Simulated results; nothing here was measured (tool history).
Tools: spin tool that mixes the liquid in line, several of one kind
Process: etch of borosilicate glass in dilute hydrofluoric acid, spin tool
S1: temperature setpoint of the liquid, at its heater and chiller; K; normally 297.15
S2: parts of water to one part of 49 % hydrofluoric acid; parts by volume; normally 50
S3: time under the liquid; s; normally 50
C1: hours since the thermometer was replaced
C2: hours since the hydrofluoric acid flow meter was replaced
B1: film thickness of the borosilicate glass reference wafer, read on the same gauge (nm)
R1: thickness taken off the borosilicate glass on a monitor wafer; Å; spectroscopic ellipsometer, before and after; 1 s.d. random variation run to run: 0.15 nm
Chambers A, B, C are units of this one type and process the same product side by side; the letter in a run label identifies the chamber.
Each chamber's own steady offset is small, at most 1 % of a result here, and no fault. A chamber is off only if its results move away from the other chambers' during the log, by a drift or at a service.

{"run": "1B", "hour": 3.0, "S1": 297.15, "S2": 50, "S3": 50, "C1": 682.6, "C2": 1614.9, "B1": 130.04, "R1": 208.35}
{"run": "2A", "hour": 7.0, "S1": 297.15, "S2": 50, "S3": 50, "C1": 1988.6, "C2": 22.7, "B1": 130.03, "R1": 210.57}
{"run": "3C", "hour": 11.8, "S1": 297.15, "S2": 50, "S3": 50, "C1": 613.2, "C2": 1514.4, "B1": 129.96, "R1": 210.77}
{"run": "4A", "hour": 14.8, "S1": 297.15, "S2": 50, "S3": 50, "C1": 1996.4, "C2": 30.5, "B1": 130, "R1": 209.04}
{"run": "5B", "hour": 17.2, "S1": 297.15, "S2": 50, "S3": 50, "C1": 696.8, "C2": 1629.1, "B1": 130.02, "R1": 206.95}
{"run": "6C", "hour": 19.9, "S1": 297.15, "S2": 50, "S3": 50, "C1": 621.3, "C2": 1522.5, "B1": 130, "R1": 207.95}
{"run": "7B", "hour": 23.2, "S1": 297.15, "S2": 50, "S3": 70, "C1": 702.8, "C2": 1635.1, "B1": 130, "R1": 289.72}
{"run": "8A", "hour": 26.8, "S1": 297.15, "S2": 50, "S3": 70, "C1": 2008.4, "C2": 42.5, "B1": 129.98, "R1": 292.09}
{"run": "9C", "hour": 31.7, "S1": 297.15, "S2": 50, "S3": 70, "C1": 633.1, "C2": 1534.3, "B1": 130.01, "R1": 291}
{"run": "10C", "hour": 36.3, "S1": 297.15, "S2": 50, "S3": 50, "C1": 637.7, "C2": 1538.9, "B1": 129.99, "R1": 207.48}
{"run": "11A", "hour": 39.4, "S1": 297.15, "S2": 50, "S3": 50, "C1": 2021, "C2": 55.1, "B1": 130.02, "R1": 207.46}
{"run": "12B", "hour": 44.4, "S1": 297.15, "S2": 50, "S3": 50, "C1": 724, "C2": 1656.3, "B1": 130, "R1": 205.37}
{"run": "13C", "hour": 47.4, "S1": 297.15, "S2": 50, "S3": 50, "C1": 648.8, "C2": 1550, "B1": 130.03, "R1": 208.71}
{"run": "14A", "hour": 51.0, "S1": 297.15, "S2": 50, "S3": 50, "C1": 2032.6, "C2": 66.7, "B1": 130, "R1": 205.09}
{"run": "15B", "hour": 54.7, "S1": 297.15, "S2": 50, "S3": 50, "C1": 734.3, "C2": 1666.6, "B1": 130, "R1": 203.29}
{"run": "16C", "hour": 58.6, "S1": 297.15, "S2": 40, "S3": 50, "C1": 660, "C2": 1561.2, "B1": 130.02, "R1": 261.66}
{"run": "17B", "hour": 61.4, "S1": 297.15, "S2": 40, "S3": 50, "C1": 741, "C2": 1673.3, "B1": 130.01, "R1": 254.52}
{"run": "18A", "hour": 63.9, "S1": 297.15, "S2": 40, "S3": 50, "C1": 2045.5, "C2": 79.6, "B1": 130, "R1": 262.93}
{"run": "19A", "hour": 68.1, "S1": 297.15, "S2": 50, "S3": 50, "C1": 2049.7, "C2": 83.8, "B1": 130.01, "R1": 208.73}
{"run": "20B", "hour": 72.0, "S1": 297.15, "S2": 50, "S3": 50, "C1": 751.6, "C2": 1683.9, "B1": 129.98, "R1": 201.25}
{"run": "21C", "hour": 76.0, "S1": 297.15, "S2": 50, "S3": 25, "C1": 677.4, "C2": 1578.6, "B1": 129.99, "R1": 104.45}
{"run": "22A", "hour": 80.4, "S1": 297.15, "S2": 50, "S3": 25, "C1": 2062, "C2": 96.1, "B1": 129.98, "R1": 103.68}
{"run": "23B", "hour": 84.1, "S1": 297.15, "S2": 50, "S3": 25, "C1": 763.7, "C2": 1696, "B1": 130.02, "R1": 98.892}
{"run": "24C", "hour": 89.0, "S1": 297.15, "S2": 50, "S3": 50, "C1": 690.4, "C2": 1591.6, "B1": 130, "R1": 208.98}
{"run": "25C", "hour": 94.1, "S1": 297.15, "S2": 50, "S3": 50, "C1": 695.5, "C2": 1596.7, "B1": 129.96, "R1": 209.11}
{"run": "26B", "hour": 97.9, "S1": 300.65, "S2": 70, "S3": 50, "C1": 777.5, "C2": 1709.8, "B1": 129.97, "R1": 158.96}
{"run": "27A", "hour": 102.7, "S1": 300.65, "S2": 70, "S3": 50, "C1": 2084.3, "C2": 118.4, "B1": 130.01, "R1": 168.84}
{"run": "28B", "hour": 107.2, "S1": 300.65, "S2": 70, "S3": 50, "C1": 786.8, "C2": 1719.1, "B1": 130, "R1": 160.11}
{"run": "29A", "hour": 110.3, "S1": 297.15, "S2": 50, "S3": 50, "C1": 2091.9, "C2": 126, "B1": 129.99, "R1": 209.15}
{"run": "30C", "hour": 113.8, "S1": 297.15, "S2": 50, "S3": 50, "C1": 715.2, "C2": 1616.4, "B1": 130.02, "R1": 211.34}
{"run": "31C", "hour": 116.1, "S1": 297.15, "S2": 50, "S3": 50, "C1": 717.5, "C2": 1618.7, "B1": 130, "R1": 208.17}
{"run": "32B", "hour": 118.9, "S1": 297.15, "S2": 50, "S3": 50, "C1": 798.5, "C2": 1730.8, "B1": 130.03, "R1": 197.1}
{"run": "33A", "hour": 122.4, "S1": 297.15, "S2": 50, "S3": 50, "C1": 2104, "C2": 138.1, "B1": 129.98, "R1": 213.39}
{"run": "34B", "hour": 127.2, "S1": 297.15, "S2": 50, "S3": 50, "C1": 806.8, "C2": 1739.1, "B1": 130.03, "R1": 192.61}
{"run": "35A", "hour": 131.7, "S1": 297.15, "S2": 50, "S3": 50, "C1": 2113.3, "C2": 147.4, "B1": 130.01, "R1": 208.01}
{"run": "36C", "hour": 134.1, "S1": 297.15, "S2": 60, "S3": 50, "C1": 735.5, "C2": 1636.7, "B1": 130.03, "R1": 170.47}
{"run": "37B", "hour": 138.9, "S1": 297.15, "S2": 60, "S3": 50, "C1": 818.5, "C2": 1750.8, "B1": 129.97, "R1": 159.3}
{"run": "38C", "hour": 142.2, "S1": 297.15, "S2": 60, "S3": 50, "C1": 743.6, "C2": 1644.8, "B1": 130.02, "R1": 173.49}
{"run": "39A", "hour": 144.9, "S1": 294.65, "S2": 50, "S3": 50, "C1": 2126.5, "C2": 160.6, "B1": 130.02, "R1": 190.15}

All chambers now run identical settings, listed one chamber a line with results as question marks. What results will each chamber show?
{"run": "40A", "hour": 148.6, "S1": 297.15, "S2": 70, "S3": 50, "R1": "?"}
{"run": "40B", "hour": 148.6, "S1": 297.15, "S2": 70, "S3": 50, "R1": "?"}
{"run": "40C", "hour": 148.6, "S1": 297.15, "S2": 70, "S3": 50, "R1": "?"}

run=40A R1=145.55
run=40B R1=135.5
run=40C R1=144.25
